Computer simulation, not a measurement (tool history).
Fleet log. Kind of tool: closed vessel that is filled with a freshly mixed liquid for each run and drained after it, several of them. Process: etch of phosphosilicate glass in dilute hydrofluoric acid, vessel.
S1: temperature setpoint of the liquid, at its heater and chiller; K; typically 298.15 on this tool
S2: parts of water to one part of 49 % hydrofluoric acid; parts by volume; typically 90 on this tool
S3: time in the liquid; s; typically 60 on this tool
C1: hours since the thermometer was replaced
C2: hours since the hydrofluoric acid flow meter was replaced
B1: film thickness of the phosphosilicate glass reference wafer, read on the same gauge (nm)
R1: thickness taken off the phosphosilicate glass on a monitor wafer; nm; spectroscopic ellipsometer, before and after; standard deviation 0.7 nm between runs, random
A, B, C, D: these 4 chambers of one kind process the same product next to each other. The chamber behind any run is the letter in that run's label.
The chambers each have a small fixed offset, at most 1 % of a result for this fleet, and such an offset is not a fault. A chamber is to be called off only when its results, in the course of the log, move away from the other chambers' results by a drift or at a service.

| run | hour | S1 | S2 | S3 | C1 | C2 | B1 | R1 |
|---|---|---|---|---|---|---|---|---|
| 1C | 5.4 | 298.15 | 90 | 60 | 382.6 | 1569.3 | 139.97 | 98.624 |
| 2D | 9.6 | 298.15 | 90 | 60 | 2039 | 427 | 140.03 | 98.75 |
| 3B | 12.1 | 298.15 | 90 | 60 | 308.1 | 54.1 | 140.02 | 97.819 |
| 4A | 15.2 | 298.15 | 90 | 60 | 1239.5 | 403.9 | 140.04 | 98.859 |
| 5D | 19.6 | 298.15 | 90 | 60 | 2049 | 437 | 140.01 | 99.147 |
| 6A | 23.3 | 298.15 | 90 | 60 | 1247.6 | 412 | 140 | 97.899 |
| 7B | 27 | 298.15 | 90 | 60 | 323 | 69 | 140.01 | 98.656 |
| 8C | 31.2 | 298.15 | 90 | 60 | 408.4 | 1595.1 | 139.95 | 99.686 |
| 9A | 35.1 | 298.15 | 90 | 60 | 1259.4 | 423.8 | 140 | 98.177 |
| 10D | 37.6 | 298.15 | 90 | 60 | 2067 | 455 | 139.97 | 98.212 |
| 11B | 42.4 | 298.15 | 75 | 35 | 338.4 | 84.4 | 140.02 | 69.919 |
| 12C | 45.5 | 298.15 | 75 | 35 | 422.7 | 1609.4 | 140.02 | 68.685 |
| 13D | 48.5 | 298.15 | 75 | 35 | 2077.9 | 465.9 | 140 | 70.526 |
| 14C | 52.7 | 298.15 | 75 | 35 | 429.9 | 1616.6 | 140 | 69.278 |
| 15A | 55.2 | 298.15 | 90 | 60 | 1279.5 | 443.9 | 140 | 100.07 |
| 16B | 57.8 | 298.15 | 90 | 60 | 353.8 | 99.8 | 139.98 | 99.239 |
| 17D | 61.4 | 298.15 | 90 | 60 | 2090.8 | 478.8 | 139.98 | 99.442 |
| 18A | 64.7 | 298.15 | 90 | 60 | 1289 | 453.4 | 140.01 | 98.494 |
| 19C | 68.3 | 298.15 | 50 | 35 | 445.5 | 1632.2 | 140.03 | 105.09 |
| 20B | 73 | 298.15 | 50 | 35 | 369 | 115 | 140.03 | 109.81 |
| 21B | 77.2 | 298.15 | 50 | 35 | 373.2 | 119.2 | 140 | 110.22 |
| 22C | 80.8 | 298.15 | 50 | 35 | 458 | 1644.7 | 140 | 104.23 |
| 23A | 84.8 | 298.15 | 90 | 60 | 1309.1 | 473.5 | 139.96 | 99.512 |
| 24D | 89.3 | 302.65 | 90 | 40 | 2118.7 | 506.7 | 139.94 | 78.462 |
| 25A | 91.8 | 302.65 | 90 | 40 | 1316.1 | 480.5 | 140.01 | 77.933 |
| 26C | 95.2 | 302.65 | 90 | 40 | 472.4 | 1659.1 | 139.99 | 75.022 |
| 27D | 97.7 | 302.65 | 90 | 40 | 2127.1 | 515.1 | 139.97 | 78.55 |
| 28B | 100.9 | 298.15 | 110 | 60 | 396.9 | 142.9 | 140.07 | 77.953 |
| 29C | 105.7 | 298.15 | 110 | 60 | 482.9 | 1669.6 | 140 | 74.493 |
| 30D | 110.1 | 298.15 | 110 | 60 | 2139.5 | 527.5 | 140.04 | 79.872 |
| 31B | 112.5 | 298.15 | 110 | 60 | 408.5 | 154.5 | 140.02 | 79.093 |
| 32A | 116 | 298.15 | 90 | 60 | 1340.3 | 504.7 | 140 | 98.014 |

For the next run the whole fleet of 4 chambers uses the same settings. Give each chamber's results:
| 33A | 120 | 295.15 | 90 | 60 |  |  |  | ? |
| 33B | 120 | 295.15 | 90 | 60 |  |  |  | ? |
| 33C | 120 | 295.15 | 90 | 60 |  |  |  | ? |
| 33D | 120 | 295.15 | 90 | 60 |  |  |  | ? |

| run | R1 |
|---|---|
| 33A | 86.767 |
| 33B | 87.919 |
| 33C | 80.619 |
| 33D | 87.085 |
